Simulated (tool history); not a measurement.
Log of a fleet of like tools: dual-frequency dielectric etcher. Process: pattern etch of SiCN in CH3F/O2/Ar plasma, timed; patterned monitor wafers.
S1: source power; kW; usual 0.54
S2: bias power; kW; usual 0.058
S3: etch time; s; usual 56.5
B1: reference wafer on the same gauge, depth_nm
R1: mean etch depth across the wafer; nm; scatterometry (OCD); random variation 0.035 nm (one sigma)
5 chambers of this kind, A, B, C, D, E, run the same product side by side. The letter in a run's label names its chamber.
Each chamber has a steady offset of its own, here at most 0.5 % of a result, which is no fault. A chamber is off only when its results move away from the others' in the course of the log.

run	hour	S1	S2	S3	B1	R1
1B	7	0.54	0.058	56.5	23.3	22.058
2C	13.2	0.54	0.058	56.5	23.293	22.092
3D	17.9	0.54	0.058	56.5	23.294	22.145
# hour 21.1: chamber E: bias power generator calibrated
4A	25	0.54	0.058	56.5	23.275	22.052
5E	30.8	0.54	0.058	56.5	23.285	21.999
6D	35.5	0.63	0.058	56.5	23.273	23.423
7A	46	0.63	0.058	56.5	23.265	23.403
8E	53.2	0.63	0.058	56.5	23.275	23.34
9C	61.4	0.63	0.058	56.5	23.262	23.417
10B	67.5	0.63	0.058	56.5	23.257	23.367
11B	77.1	0.54	0.058	56.5	23.261	21.957
12C	84.2	0.54	0.058	56.5	23.253	22.055
13A	93.6	0.54	0.058	56.5	23.247	22.121
14E	99.5	0.54	0.058	56.5	23.24	22.029
15D	105.1	0.54	0.058	56.5	23.238	22.039
# hour 108.8: chamber C: source power generator calibrated
16B	113.5	0.54	0.058	56.5	23.238	21.934
17C	124	0.54	0.058	56.5	23.228	21.992
18D	129.9	0.54	0.058	56.5	23.223	22.01
# hour 133.7: chamber D: wet clean of the chamber
19E	138.2	0.54	0.058	56.5	23.212	21.909
20A	146.4	0.64	0.058	56.5	23.215	23.549
21B	151.5	0.64	0.058	56.5	23.199	23.434
22D	160.8	0.64	0.058	56.5	23.2	23.521
23A	168.4	0.64	0.058	56.5	23.201	23.435
24C	177.4	0.64	0.058	56.5	23.186	23.408
25E	185.7	0.54	0.058	56.5	23.184	21.913
26A	193.2	0.54	0.058	56.5	23.174	22.006
27C	202.7	0.54	0.058	56.5	23.177	21.964
28E	209.5	0.54	0.058	56.5	23.167	21.872
29D	214.8	0.54	0.058	56.5	23.161	22.048
30B	222.5	0.54	0.058	56.5	23.159	21.873
31D	228.4	0.54	0.058	56.5	23.164	21.98
32B	237.7	0.54	0.058	56.5	23.161	21.868
33C	242.9	0.54	0.058	56.5	23.157	21.946

All 5 chambers run these settings next. Forecast each chamber's results:
34A	250.5	0.54	0.058	56.5		?
34B	250.5	0.54	0.058	56.5		?
34C	250.5	0.54	0.058	56.5		?
34D	250.5	0.54	0.058	56.5		?
34E	250.5	0.54	0.058	56.5		?

run	R1
34A	21.989
34B	21.892
34C	21.913
34D	21.969
34E	21.842
